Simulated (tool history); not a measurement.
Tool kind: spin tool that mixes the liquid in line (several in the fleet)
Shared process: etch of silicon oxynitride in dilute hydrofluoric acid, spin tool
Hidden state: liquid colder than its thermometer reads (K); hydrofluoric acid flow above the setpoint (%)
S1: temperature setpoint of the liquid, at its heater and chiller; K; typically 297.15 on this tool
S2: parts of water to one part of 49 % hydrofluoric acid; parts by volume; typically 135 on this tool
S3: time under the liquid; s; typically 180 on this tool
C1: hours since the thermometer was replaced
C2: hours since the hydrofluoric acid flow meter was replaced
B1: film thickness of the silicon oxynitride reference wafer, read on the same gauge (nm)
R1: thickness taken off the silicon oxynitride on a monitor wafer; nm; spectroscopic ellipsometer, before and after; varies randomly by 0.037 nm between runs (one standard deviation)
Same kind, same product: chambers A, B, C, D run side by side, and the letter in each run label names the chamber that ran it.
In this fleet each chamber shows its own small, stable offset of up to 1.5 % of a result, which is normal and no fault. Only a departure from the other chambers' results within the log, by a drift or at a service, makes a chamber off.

run   hour      S1   S2   S3      C1      C2      B1      R1
 1A   10.2  297.15  135  180   389.7  1297.6  69.984  1.9499
 2B   17.5  297.15  135  180   332.7    42.3  69.993  1.9603
 3D   26.4  297.15  135  180  1064.9  1070.7  69.987  1.9146
 4C   36.4  297.15  135  180   926.6   282.2   69.98  1.8992
 5A   43.7  298.65  135  265   423.2  1331.1  69.995  3.1872
 6B     50  298.65  135  265   365.2    74.8  69.984  3.1157
 7C   58.4  298.65  135  265   948.6   304.2  70.007  3.0144
 8D   69.2  298.65  135  265  1107.7  1113.5  70.013  3.0705
 9C   74.5  297.15  135  180   964.7   320.3  70.002   1.994
10B   83.8  297.15  135  180     399   108.6  69.992  2.0246
11A   93.7  297.15  135  180   473.2  1381.1  69.998  1.9242
12D  103.1  297.15  135  180  1141.6  1147.4  69.999  2.0496
     104.1  -- chamber D: thermometer replaced
13C  109.1  297.15  135  180   999.3   354.9  70.018  1.9815
14A  114.1  294.65  170  180   493.6  1401.5  70.011  1.3447
15D  123.3  294.65  170  180    19.2  1167.6  70.003  1.3819
16B  131.1  294.65  170  180   446.3   155.9  69.975  1.3809
     136.9  -- chamber D: hydrofluoric acid flow meter replaced
17D    141  294.65  170  180    36.9     4.2  69.988  1.2928
18A  149.2  297.15  135  180   528.7  1436.6  69.987  1.9661
19C  159.9  297.15  135  180  1050.1   405.7  69.982  1.9618
20B    167  297.15  135  180   482.2   191.8  69.996  1.8838
21C  172.2  297.15  135  180  1062.4     418  70.031  1.8933
     173.2  -- chamber B: thermometer replaced
22D  179.8  297.15  135  180    75.7      43  69.987  1.9014
23A  190.7  297.15  135  180   570.2  1478.1  69.979   1.989
24B  199.1  297.15  135  180    25.9   223.9  69.978  1.9103
25B  207.5  297.15  135  180    34.3   232.3  70.015  1.9423
26D  213.8  297.15  135  180   109.7      77  69.971  2.0019
27A  221.2  297.15  135  180   600.7  1508.6  69.993   1.969
28C  230.6  297.15  135  180  1120.8   476.4  70.002  1.9474
29C  239.4  297.15  135  180  1129.6   485.2  69.992  1.9332
30A  249.3  297.15  135  180   628.8  1536.7  70.007  1.9494
31D  256.3  297.15  135  180   152.2   119.5  69.997  1.9391

Next, all 4 chambers run the settings below, one line each with question marks for the results. What does each chamber give?
32A  264.2  297.15  135  180               ?
32B  264.2  297.15  135  180               ?
32C  264.2  297.15  135  180               ?
32D  264.2  297.15  135  180               ?

run      R1
32A  1.8819
32B  1.9641
32C  1.9672
32D   1.877

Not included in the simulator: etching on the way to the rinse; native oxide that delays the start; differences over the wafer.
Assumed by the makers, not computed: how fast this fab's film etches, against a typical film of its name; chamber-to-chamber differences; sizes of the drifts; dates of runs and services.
